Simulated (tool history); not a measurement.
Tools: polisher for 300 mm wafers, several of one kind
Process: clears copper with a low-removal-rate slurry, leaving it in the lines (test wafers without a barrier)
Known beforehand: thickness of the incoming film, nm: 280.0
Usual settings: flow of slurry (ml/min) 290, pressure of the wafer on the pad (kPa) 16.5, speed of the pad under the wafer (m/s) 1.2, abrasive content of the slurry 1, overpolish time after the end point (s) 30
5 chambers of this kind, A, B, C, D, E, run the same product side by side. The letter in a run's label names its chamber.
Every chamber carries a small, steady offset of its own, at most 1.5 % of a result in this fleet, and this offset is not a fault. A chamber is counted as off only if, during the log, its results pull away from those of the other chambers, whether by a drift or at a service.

run,hour,flow of slurry (ml/min),pressure of the wafer on the pad (kPa),speed of the pad under the wafer (m/s),abrasive content of the slurry,overpolish time after the end point (s),wafers polished on this pad,hours since the slurry nozzle was cleaned,hours since the head pressure was calibrated,hours since the slurry blender was calibrated,time until the end point was called (s),dishing of a wide line in a test structure (nm)
1D,7.8,290,16.5,1.2,1,30,238,209.1,1033,372.3,89.809,37.962
# hour 9.7: chamber E: worn pad replaced by a new one
2C,17.6,290,16.5,1.2,1,30,897,92.8,1135.4,273.3,91.421,37.406
3B,26.2,290,16.5,1.2,1,30,848,240.7,792.6,181.5,85.979,37.527
# hour 30.5: chamber C: worn pad replaced by a new one
4A,32.8,290,16.5,1.2,1,30,919,110.2,714.1,207.8,87.81,38.717
# hour 38.1: chamber E: slurry blender recalibrated
5E,43.1,320,16.5,1.2,1,30,300,53.6,580.9,5.1,85.46,38.052
6B,49.3,320,16.5,1.2,1,30,1056,263.8,815.7,204.6,87.271,37.89
# hour 51: chamber D: slurry blender recalibrated
7C,56.3,320,16.5,1.2,1,30,232,131.5,1174.1,312,88.525,38.618
8A,61.3,320,16.5,1.2,1,30,1174,138.7,742.6,236.3,86.536,38.381
9D,68.4,320,16.5,1.2,1,30,782,269.7,1093.6,17.5,88.793,39.226
# hour 69.8: chamber C: slurry blender recalibrated
10E,77.8,290,13.8,1.2,0.75,30,611,88.3,615.6,39.8,113.36,33.572
# hour 81.8: chamber D: slurry nozzle cleaned
11C,83.9,290,13.8,1.2,0.75,30,480,159.1,1201.7,14.2,113.21,34.204
12A,94.3,290,13.8,1.2,0.75,30,1471,171.7,775.6,269.3,109.34,34.287
# hour 96: chamber B: head pressure recalibrated
13D,105.3,290,13.8,1.2,0.75,30,1114,23.5,1130.5,54.4,114.17,34.834
# hour 112.2: chamber A: worn pad replaced by a new one
14E,114.3,290,13.8,1.2,0.75,30,939,124.8,652.1,76.3,110.63,33.99
# hour 118.1: chamber A: head pressure recalibrated
# hour 121.4: chamber E: worn pad replaced by a new one
15B,122.6,290,16.5,1.2,1,30,1714,337.1,26.7,277.9,89.034,39.177
16A,128.2,290,16.5,1.2,1,30,143,205.6,10.1,303.2,88.093,38.644
# hour 128.6: chamber D: head pressure recalibrated
# hour 138.5: chamber D: worn pad replaced by a new one
17D,138.8,290,16.5,1.2,1,30,3,57,10.3,87.9,87.848,39.9
# hour 144.1: chamber B: slurry nozzle cleaned
18C,146.5,290,16.5,1.2,1,30,1042,221.7,1264.3,76.8,89.885,38.425
19E,152.3,290,11.7,1.2,1,23,277,162.8,690.1,114.3,122.39,26.675
20B,163.1,290,11.7,1.2,1,23,2078,19,67.2,318.4,123.72,27.603
# hour 165.1: chamber C: worn pad replaced by a new one
# hour 165.8: chamber A: slurry blender recalibrated
21D,170.1,290,11.7,1.2,1,23,284,88.3,41.6,119.2,123.33,28.403
# hour 176.4: chamber A: slurry nozzle cleaned
# hour 176.5: chamber E: head pressure recalibrated
22A,176.7,290,11.7,1.2,1,23,579,0.4,58.6,11,122.39,28.153
23B,185.8,290,11.7,1.2,1,23,2282,41.7,89.9,341.1,126.82,27.293
24E,190.9,290,16.5,1.2,1,30,624,201.4,14.4,152.9,88.538,38.136
25C,200.8,290,16.5,1.2,1,30,321,276,1318.6,131.1,88.249,38.785
26E,206.5,290,16.5,1.2,1,30,764,217,30,168.5,87.079,37.449
27B,212.7,290,16.5,1.2,1,30,2523,68.6,116.8,368,92.465,36.971
28A,223.3,290,16.5,1.2,1,30,997,47,105.2,57.6,88.793,38.174
29C,234,290,16.5,1.2,1,30,619,309.2,1351.8,164.3,88.831,38.673
# hour 236.7: chamber E: worn pad replaced by a new one
30D,244.8,290,16.5,1.2,1,30,955,163,116.3,193.9,90.408,39.609
31A,251.1,290,16.5,1.2,1,19,1247,74.8,133,85.4,87.687,30.637
32B,260.2,290,16.5,1.2,1,19,2950,116.1,164.3,415.5,92.519,29.889
# hour 260.8: chamber D: worn pad replaced by a new one
33E,265.4,290,16.5,1.2,1,19,257,275.9,88.9,227.4,87.496,30.176
34C,272.8,290,16.5,1.2,1,19,968,348,1390.6,203.1,89.787,30.822
35D,280.3,290,16.5,1.2,1,19,175,198.5,151.8,229.4,88.526,30.975
36E,285.7,290,16.5,1.2,1,30,440,296.2,109.2,247.7,88.136,38.479

All 5 chambers run these settings next. Forecast each chamber's results:
37A,293.7,290,16.5,1.38,1,30,,,,,?,?
37B,293.7,290,16.5,1.38,1,30,,,,,?,?
37C,293.7,290,16.5,1.38,1,30,,,,,?,?
37D,293.7,290,16.5,1.38,1,30,,,,,?,?
37E,293.7,290,16.5,1.38,1,30,,,,,?,?

run,time until the end point was called (s),dishing of a wide line in a test structure (nm)
37A,76.847,40.885
37B,83.595,38.894
37C,77.96,39.306
37D,76.231,40.508
37E,77.129,39.883

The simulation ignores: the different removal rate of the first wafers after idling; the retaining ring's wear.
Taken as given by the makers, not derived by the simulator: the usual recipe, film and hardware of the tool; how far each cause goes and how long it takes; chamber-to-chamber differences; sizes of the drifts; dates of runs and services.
